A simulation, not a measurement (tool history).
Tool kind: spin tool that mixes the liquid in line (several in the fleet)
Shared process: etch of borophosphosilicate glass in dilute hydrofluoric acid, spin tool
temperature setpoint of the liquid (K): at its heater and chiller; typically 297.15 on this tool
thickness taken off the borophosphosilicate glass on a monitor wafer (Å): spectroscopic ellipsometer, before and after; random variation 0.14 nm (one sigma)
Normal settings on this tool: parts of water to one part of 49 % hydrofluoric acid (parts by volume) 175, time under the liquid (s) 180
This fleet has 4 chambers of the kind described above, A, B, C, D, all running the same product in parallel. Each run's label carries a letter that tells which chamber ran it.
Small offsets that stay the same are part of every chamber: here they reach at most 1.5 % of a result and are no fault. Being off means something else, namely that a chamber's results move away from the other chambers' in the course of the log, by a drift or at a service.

run	day	temperature setpoint of the liquid (K)	parts of water to one part of 49 % hydrofluoric acid (parts by volume)	time under the liquid (s)	read-back film thickness of the borophosphosilicate glass reference wafer, read on the same gauge (nm)	thickness taken off the borophosphosilicate glass on a monitor wafer (Å)
1B	0.258	297.15	175	180	69.976	267.59
# day 0.538: chamber B: hydrofluoric acid flow meter replaced
2C	0.783	297.15	175	180	70.020	268.93
3A	1.125	297.15	175	180	70.031	265.96
4D	1.596	297.15	175	180	70.025	263.97
5C	2.029	297.15	175	180	69.996	269.26
6A	2.533	297.15	175	180	69.994	263.88
7B	2.867	301.15	175	180	69.972	305.71
8D	3.108	301.15	175	180	69.985	305.14
9D	3.467	301.15	175	180	69.991	306.39
10C	3.808	301.15	175	180	69.989	309.44
11A	4.229	297.15	175	180	70.003	261.78
12B	4.758	292.65	175	180	70.026	222.59
13D	5.171	292.65	175	180	69.992	223.30
14B	5.696	292.65	175	180	69.974	222.72
15A	5.946	292.65	175	180	70.002	221.67
16C	6.238	297.15	175	180	69.998	267.31
17D	6.767	297.15	175	180	69.982	260.21
18A	7.292	297.15	175	180	69.997	264.56
19B	7.746	297.15	175	180	70.009	266.09
20C	8.267	297.15	175	145	69.997	215.41
# day 8.575: chamber A: hydrofluoric acid flow meter replaced
21D	8.742	297.15	175	145	69.989	209.92
22C	8.996	297.15	175	145	70.028	217.73
23B	9.492	297.15	175	145	70.027	214.95
24A	9.792	297.15	175	180	70.007	265.84
25A	10.167	297.15	175	180	70.030	264.40
26B	10.462	299.15	175	180	69.990	286.85
27C	10.975	299.15	175	180	69.978	289.07
28D	11.238	299.15	175	180	70.005	281.06
29D	11.525	299.15	175	180	69.982	282.93
30C	11.767	297.15	175	180	69.994	268.63
31B	12.038	297.15	175	180	69.993	266.19
32A	12.408	297.15	175	180	70.011	265.26
33B	12.938	292.65	175	180	69.992	225.19
34C	13.371	292.65	175	180	69.977	225.88
35A	13.888	292.65	175	180	70.016	220.54
36D	14.179	292.65	175	180	70.017	216.89
37A	14.612	297.15	175	180	70.007	265.34
38B	14.962	293.65	175	180	69.982	233.04
39C	15.300	293.65	175	180	70.002	232.93
40D	15.621	293.65	175	180	69.998	226.83
41C	16.075	293.65	175	180	70.001	235.53
42B	16.446	297.15	175	180	69.987	266.37

One chamber off, gauge drift, or nothing amiss beyond the chambers' own small offsets? If it is a chamber, which one, and what is the likeliest cause?

Little by little, chamber D moves away from the other chambers.
Likeliest cause: liquid colder than its thermometer reads (K) = 0.761.
The log may not tell that from: hydrofluoric acid flow below the setpoint (%).

Below are 4 candidate recipes for chamber D's next run, each the usual settings with a change, their results shown as question marks. Which of them brings D's results back in line with what the other chambers give on the usual settings?
Maximum distance from the other chambers' mean on the usual settings for a result to count as in line: thickness taken off the borophosphosilicate glass on a monitor wafer (Å) 4.90
43D-1	16.829	297.15	175	185		?
43D-2	16.829	297.15	175	175		?
43D-3	16.829	297.15	180	175		?
43D-4	16.829	297.15	170	185		?

The other chambers' mean on the usual settings: thickness taken off the borophosphosilicate glass on a monitor wafer (Å) 266.33
run	thickness taken off the borophosphosilicate glass on a monitor wafer (Å)
43D-1	265.75
43D-2	251.38
43D-3	243.21
43D-4	274.91
With 43D-1, the chamber falls back in line with the rest.
